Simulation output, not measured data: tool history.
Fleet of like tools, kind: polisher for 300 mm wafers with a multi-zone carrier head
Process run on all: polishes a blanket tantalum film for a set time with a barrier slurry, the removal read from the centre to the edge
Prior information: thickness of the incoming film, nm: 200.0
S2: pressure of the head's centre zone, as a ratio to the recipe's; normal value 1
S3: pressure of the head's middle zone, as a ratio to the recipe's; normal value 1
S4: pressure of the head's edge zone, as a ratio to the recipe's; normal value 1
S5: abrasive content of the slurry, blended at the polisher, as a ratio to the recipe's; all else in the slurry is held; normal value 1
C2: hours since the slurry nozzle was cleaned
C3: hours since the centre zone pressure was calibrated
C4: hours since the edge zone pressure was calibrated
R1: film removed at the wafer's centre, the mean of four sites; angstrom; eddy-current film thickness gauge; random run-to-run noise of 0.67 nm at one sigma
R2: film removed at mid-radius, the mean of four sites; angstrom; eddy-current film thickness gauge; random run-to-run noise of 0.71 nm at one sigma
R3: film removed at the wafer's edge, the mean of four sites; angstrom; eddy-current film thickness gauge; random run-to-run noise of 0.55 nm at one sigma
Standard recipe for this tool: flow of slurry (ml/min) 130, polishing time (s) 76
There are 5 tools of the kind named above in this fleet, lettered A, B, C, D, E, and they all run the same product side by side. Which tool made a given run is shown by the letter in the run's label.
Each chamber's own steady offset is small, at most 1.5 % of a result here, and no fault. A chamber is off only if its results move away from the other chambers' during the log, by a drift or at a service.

{"run": "1A", "hour": 7.7, "flow of slurry (ml/min)": 130, "S2": 1, "S3": 1, "S4": 1, "S5": 1, "polishing time (s)": 76, "wafers polished on this pad": 176, "C2": 60.6, "C3": 328.7, "C4": 373.7, "R1": 652.48, "R2": 635.72, "R3": 627.5}
{"run": "2D", "hour": 16.8, "flow of slurry (ml/min)": 130, "S2": 1, "S3": 1, "S4": 1, "S5": 1, "polishing time (s)": 76, "wafers polished on this pad": 682, "C2": 731.3, "C3": 265, "C4": 36.9, "R1": 627.41, "R2": 643.5, "R3": 638.24}
{"hour": 20.2, "done": "chamber B: slurry nozzle cleaned"}
{"hour": 26.3, "done": "chamber D: worn pad replaced by a new one"}
{"run": "3E", "hour": 26.8, "flow of slurry (ml/min)": 130, "S2": 1, "S3": 1, "S4": 1, "S5": 1, "polishing time (s)": 76, "wafers polished on this pad": 1062, "C2": 301.9, "C3": 420.5, "C4": 947.5, "R1": 645.41, "R2": 641.5, "R3": 638.49}
{"run": "4C", "hour": 36.8, "flow of slurry (ml/min)": 130, "S2": 1, "S3": 1, "S4": 1, "S5": 1, "polishing time (s)": 76, "wafers polished on this pad": 379, "C2": 125.8, "C3": 1053.1, "C4": 722, "R1": 628.78, "R2": 652.67, "R3": 644.18}
{"run": "5B", "hour": 43.7, "flow of slurry (ml/min)": 130, "S2": 1, "S3": 1, "S4": 1, "S5": 1, "polishing time (s)": 76, "wafers polished on this pad": 353, "C2": 23.6, "C3": 158.8, "C4": 813.3, "R1": 634.8, "R2": 634.75, "R3": 632.22}
{"hour": 44.7, "done": "chamber E: worn pad replaced by a new one"}
{"run": "6E", "hour": 52.6, "flow of slurry (ml/min)": 130, "S2": 1, "S3": 1, "S4": 1, "S5": 1, "polishing time (s)": 76, "wafers polished on this pad": 64, "C2": 327.7, "C3": 446.3, "C4": 973.3, "R1": 632.72, "R2": 645.8, "R3": 641.26}
{"run": "7D", "hour": 60.0, "flow of slurry (ml/min)": 130, "S2": 0.89, "S3": 1.06, "S4": 1, "S5": 1, "polishing time (s)": 76, "wafers polished on this pad": 273, "C2": 774.5, "C3": 308.2, "C4": 80.1, "R1": 550.02, "R2": 663.59, "R3": 630.9}
{"run": "8B", "hour": 66.0, "flow of slurry (ml/min)": 130, "S2": 0.89, "S3": 1.06, "S4": 1, "S5": 1, "polishing time (s)": 76, "wafers polished on this pad": 533, "C2": 45.9, "C3": 181.1, "C4": 835.6, "R1": 552.71, "R2": 674.14, "R3": 636.49}
{"hour": 67.5, "done": "chamber B: edge zone pressure recalibrated"}
{"run": "9C", "hour": 72.8, "flow of slurry (ml/min)": 130, "S2": 0.89, "S3": 1.06, "S4": 1, "S5": 1, "polishing time (s)": 76, "wafers polished on this pad": 670, "C2": 161.8, "C3": 1089.1, "C4": 758, "R1": 561.32, "R2": 670.11, "R3": 632.84}
{"run": "10A", "hour": 78.3, "flow of slurry (ml/min)": 130, "S2": 0.89, "S3": 1.06, "S4": 1, "S5": 1, "polishing time (s)": 76, "wafers polished on this pad": 746, "C2": 131.2, "C3": 399.3, "C4": 444.3, "R1": 553.29, "R2": 662.85, "R3": 628.89}
{"hour": 79.1, "done": "chamber E: edge zone pressure recalibrated"}
{"run": "11B", "hour": 84.1, "flow of slurry (ml/min)": 130, "S2": 0.89, "S3": 1.06, "S4": 1, "S5": 1, "polishing time (s)": 76, "wafers polished on this pad": 680, "C2": 64, "C3": 199.2, "C4": 16.6, "R1": 571.34, "R2": 675.79, "R3": 634.67}
{"hour": 86.7, "done": "chamber D: slurry nozzle cleaned"}
{"run": "12C", "hour": 92.6, "flow of slurry (ml/min)": 130, "S2": 1, "S3": 1, "S4": 1, "S5": 1, "polishing time (s)": 76, "wafers polished on this pad": 830, "C2": 181.6, "C3": 1108.9, "C4": 777.8, "R1": 642.9, "R2": 633.88, "R3": 643.5}
{"hour": 95.1, "done": "chamber C: edge zone pressure recalibrated"}
{"run": "13E", "hour": 99.1, "flow of slurry (ml/min)": 130, "S2": 1, "S3": 1, "S4": 1, "S5": 1, "polishing time (s)": 76, "wafers polished on this pad": 440, "C2": 374.2, "C3": 492.8, "C4": 20, "R1": 640.88, "R2": 632.62, "R3": 633.75}
{"hour": 100.4, "done": "chamber A: centre zone pressure recalibrated"}
{"run": "14D", "hour": 110.4, "flow of slurry (ml/min)": 130, "S2": 1, "S3": 1, "S4": 1, "S5": 1, "polishing time (s)": 76, "wafers polished on this pad": 680, "C2": 23.7, "C3": 358.6, "C4": 130.5, "R1": 616.18, "R2": 653.41, "R3": 638.61}
{"hour": 113.9, "done": "chamber A: worn pad replaced by a new one"}
{"hour": 120.5, "done": "chamber D: worn pad replaced by a new one"}
{"run": "15A", "hour": 122.1, "flow of slurry (ml/min)": 130, "S2": 1, "S3": 1.08, "S4": 1, "S5": 1, "polishing time (s)": 67, "wafers polished on this pad": 66, "C2": 175, "C3": 21.8, "C4": 488.1, "R1": 567.42, "R2": 612.58, "R3": 555.64}
{"hour": 128.8, "done": "chamber B: worn pad replaced by a new one"}
{"run": "16E", "hour": 129.7, "flow of slurry (ml/min)": 130, "S2": 1, "S3": 1.08, "S4": 1, "S5": 1, "polishing time (s)": 67, "wafers polished on this pad": 687, "C2": 404.8, "C3": 523.4, "C4": 50.6, "R1": 563.65, "R2": 608.34, "R3": 559.78}
{"hour": 131.0, "done": "chamber C: worn pad replaced by a new one"}
{"run": "17A", "hour": 137.2, "flow of slurry (ml/min)": 130, "S2": 1, "S3": 1.08, "S4": 1, "S5": 1, "polishing time (s)": 67, "wafers polished on this pad": 188, "C2": 190.1, "C3": 36.9, "C4": 503.2, "R1": 555.21, "R2": 593.34, "R3": 558.35}
{"run": "18C", "hour": 147.8, "flow of slurry (ml/min)": 130, "S2": 1, "S3": 1.08, "S4": 1, "S5": 1, "polishing time (s)": 67, "wafers polished on this pad": 136, "C2": 236.8, "C3": 1164.1, "C4": 52.7, "R1": 562.81, "R2": 592.11, "R3": 560.1}
{"hour": 148.7, "done": "chamber C: centre zone pressure recalibrated"}
{"run": "19B", "hour": 155.3, "flow of slurry (ml/min)": 130, "S2": 1, "S3": 1.08, "S4": 1, "S5": 1, "polishing time (s)": 67, "wafers polished on this pad": 214, "C2": 135.2, "C3": 270.4, "C4": 87.8, "R1": 573.74, "R2": 603.98, "R3": 557.26}
{"run": "20D", "hour": 166.0, "flow of slurry (ml/min)": 130, "S2": 1, "S3": 1, "S4": 1, "S5": 1, "polishing time (s)": 76, "wafers polished on this pad": 368, "C2": 79.3, "C3": 414.2, "C4": 186.1, "R1": 624.24, "R2": 639.03, "R3": 633.97}
{"run": "21C", "hour": 176.6, "flow of slurry (ml/min)": 130, "S2": 1, "S3": 1, "S4": 1, "S5": 1, "polishing time (s)": 76, "wafers polished on this pad": 369, "C2": 265.6, "C3": 28, "C4": 81.5, "R1": 707.98, "R2": 631.3, "R3": 628.68}
{"hour": 176.8, "done": "chamber A: slurry nozzle cleaned"}
{"run": "22E", "hour": 188.4, "flow of slurry (ml/min)": 130, "S2": 1, "S3": 1, "S4": 1, "S5": 1, "polishing time (s)": 76, "wafers polished on this pad": 1162, "C2": 463.5, "C3": 582.1, "C4": 109.3, "R1": 627.82, "R2": 632.7, "R3": 642.05}
{"run": "23B", "hour": 200.2, "flow of slurry (ml/min)": 130, "S2": 1, "S3": 1, "S4": 1, "S5": 1, "polishing time (s)": 76, "wafers polished on this pad": 577, "C2": 180.1, "C3": 315.3, "C4": 132.7, "R1": 638.21, "R2": 629.09, "R3": 636.85}
{"run": "24A", "hour": 209.1, "flow of slurry (ml/min)": 130, "S2": 1, "S3": 1, "S4": 1, "S5": 1, "polishing time (s)": 76, "wafers polished on this pad": 770, "C2": 32.3, "C3": 108.8, "C4": 575.1, "R1": 630.54, "R2": 641.76, "R3": 630.79}
{"hour": 209.7, "done": "chamber E: worn pad replaced by a new one"}
{"hour": 217.0, "done": "chamber D: worn pad replaced by a new one"}
{"run": "25D", "hour": 218.2, "flow of slurry (ml/min)": 130, "S2": 1, "S3": 1, "S4": 1, "S5": 1, "polishing time (s)": 76, "wafers polished on this pad": 10, "C2": 131.5, "C3": 466.4, "C4": 238.3, "R1": 621.89, "R2": 637.7, "R3": 633.25}
{"hour": 219.8, "done": "chamber B: slurry nozzle cleaned"}
{"run": "26E", "hour": 228.2, "flow of slurry (ml/min)": 130, "S2": 1, "S3": 1, "S4": 1, "S5": 1, "polishing time (s)": 76, "wafers polished on this pad": 149, "C2": 503.3, "C3": 621.9, "C4": 149.1, "R1": 643.02, "R2": 625.4, "R3": 642.77}
{"run": "27B", "hour": 233.5, "flow of slurry (ml/min)": 130, "S2": 1, "S3": 1, "S4": 1, "S5": 1, "polishing time (s)": 76, "wafers polished on this pad": 846, "C2": 13.8, "C3": 348.6, "C4": 166, "R1": 636.35, "R2": 637.42, "R3": 634.75}
{"run": "28D", "hour": 242.9, "flow of slurry (ml/min)": 130, "S2": 1.09, "S3": 1, "S4": 1, "S5": 1, "polishing time (s)": 65, "wafers polished on this pad": 209, "C2": 156.2, "C3": 491.1, "C4": 263, "R1": 587.48, "R2": 542.34, "R3": 543.9}
{"hour": 250.9, "done": "chamber A: worn pad replaced by a new one"}
{"run": "29C", "hour": 253.4, "flow of slurry (ml/min)": 130, "S2": 1.09, "S3": 1, "S4": 1, "S5": 1, "polishing time (s)": 65, "wafers polished on this pad": 990, "C2": 342.4, "C3": 104.8, "C4": 158.3, "R1": 657.83, "R2": 534.89, "R3": 544.91}
{"run": "30A", "hour": 262.0, "flow of slurry (ml/min)": 130, "S2": 1.09, "S3": 1, "S4": 1, "S5": 1, "polishing time (s)": 65, "wafers polished on this pad": 90, "C2": 85.2, "C3": 161.7, "C4": 628, "R1": 598.19, "R2": 548.07, "R3": 540.56}
{"hour": 265.7, "done": "chamber B: worn pad replaced by a new one"}
{"run": "31E", "hour": 273.4, "flow of slurry (ml/min)": 130, "S2": 1.09, "S3": 1, "S4": 1, "S5": 1, "polishing time (s)": 65, "wafers polished on this pad": 515, "C2": 548.5, "C3": 667.1, "C4": 194.3, "R1": 610.64, "R2": 548.2, "R3": 553.71}
{"hour": 277.7, "done": "chamber C: worn pad replaced by a new one"}
{"run": "32B", "hour": 281.8, "flow of slurry (ml/min)": 130, "S2": 1.09, "S3": 1, "S4": 1, "S5": 1, "polishing time (s)": 65, "wafers polished on this pad": 130, "C2": 62.1, "C3": 396.9, "C4": 214.3, "R1": 596.17, "R2": 546.06, "R3": 545.93}
{"run": "33D", "hour": 291.3, "flow of slurry (ml/min)": 130, "S2": 1, "S3": 1, "S4": 1, "S5": 1, "polishing time (s)": 76, "wafers polished on this pad": 600, "C2": 204.6, "C3": 539.5, "C4": 311.4, "R1": 610, "R2": 625.82, "R3": 636.79}
{"run": "34C", "hour": 297.8, "flow of slurry (ml/min)": 130, "S2": 1, "S3": 1, "S4": 1, "S5": 1, "polishing time (s)": 76, "wafers polished on this pad": 162, "C2": 386.8, "C3": 149.2, "C4": 202.7, "R1": 693.16, "R2": 634.44, "R3": 643.3}
{"run": "35A", "hour": 304.4, "flow of slurry (ml/min)": 130, "S2": 1, "S3": 1, "S4": 1, "S5": 1, "polishing time (s)": 76, "wafers polished on this pad": 432, "C2": 127.6, "C3": 204.1, "C4": 670.4, "R1": 640.07, "R2": 637.72, "R3": 633.39}
{"run": "36A", "hour": 315.1, "flow of slurry (ml/min)": 130, "S2": 1, "S3": 1, "S4": 1, "S5": 1, "polishing time (s)": 76, "wafers polished on this pad": 519, "C2": 138.3, "C3": 214.8, "C4": 681.1, "R1": 626.48, "R2": 630.98, "R3": 634.02}
{"run": "37B", "hour": 325.5, "flow of slurry (ml/min)": 130, "S2": 1, "S3": 1, "S4": 1, "S5": 1, "polishing time (s)": 76, "wafers polished on this pad": 483, "C2": 105.8, "C3": 440.6, "C4": 258, "R1": 631.06, "R2": 637.92, "R3": 632.85}
{"run": "38C", "hour": 334.3, "flow of slurry (ml/min)": 130, "S2": 1, "S3": 1, "S4": 1, "S5": 1, "polishing time (s)": 76, "wafers polished on this pad": 457, "C2": 423.3, "C3": 185.7, "C4": 239.2, "R1": 702.7, "R2": 640.62, "R3": 637.93}

For the next run the whole fleet of 5 chambers uses the same settings. Give each chamber's results:
{"run": "39A", "hour": 342.8, "flow of slurry (ml/min)": 130, "S2": 1, "S3": 0.89, "S4": 1, "S5": 1, "polishing time (s)": 76, "R1": "?", "R2": "?", "R3": "?"}
{"run": "39B", "hour": 342.8, "flow of slurry (ml/min)": 130, "S2": 1, "S3": 0.89, "S4": 1, "S5": 1, "polishing time (s)": 76, "R1": "?", "R2": "?", "R3": "?"}
{"run": "39C", "hour": 342.8, "flow of slurry (ml/min)": 130, "S2": 1, "S3": 0.89, "S4": 1, "S5": 1, "polishing time (s)": 76, "R1": "?", "R2": "?", "R3": "?"}
{"run": "39D", "hour": 342.8, "flow of slurry (ml/min)": 130, "S2": 1, "S3": 0.89, "S4": 1, "S5": 1, "polishing time (s)": 76, "R1": "?", "R2": "?", "R3": "?"}
{"run": "39E", "hour": 342.8, "flow of slurry (ml/min)": 130, "S2": 1, "S3": 0.89, "S4": 1, "S5": 1, "polishing time (s)": 76, "R1": "?", "R2": "?", "R3": "?"}

run=39A R1=635.04 R2=573.82 R3=641.69
run=39B R1=621.69 R2=580.97 R3=630.37
run=39C R1=695.57 R2=576.23 R3=642.15
run=39D R1=625.99 R2=561.9 R3=638.09
run=39E R1=626.19 R2=576.81 R3=646.99
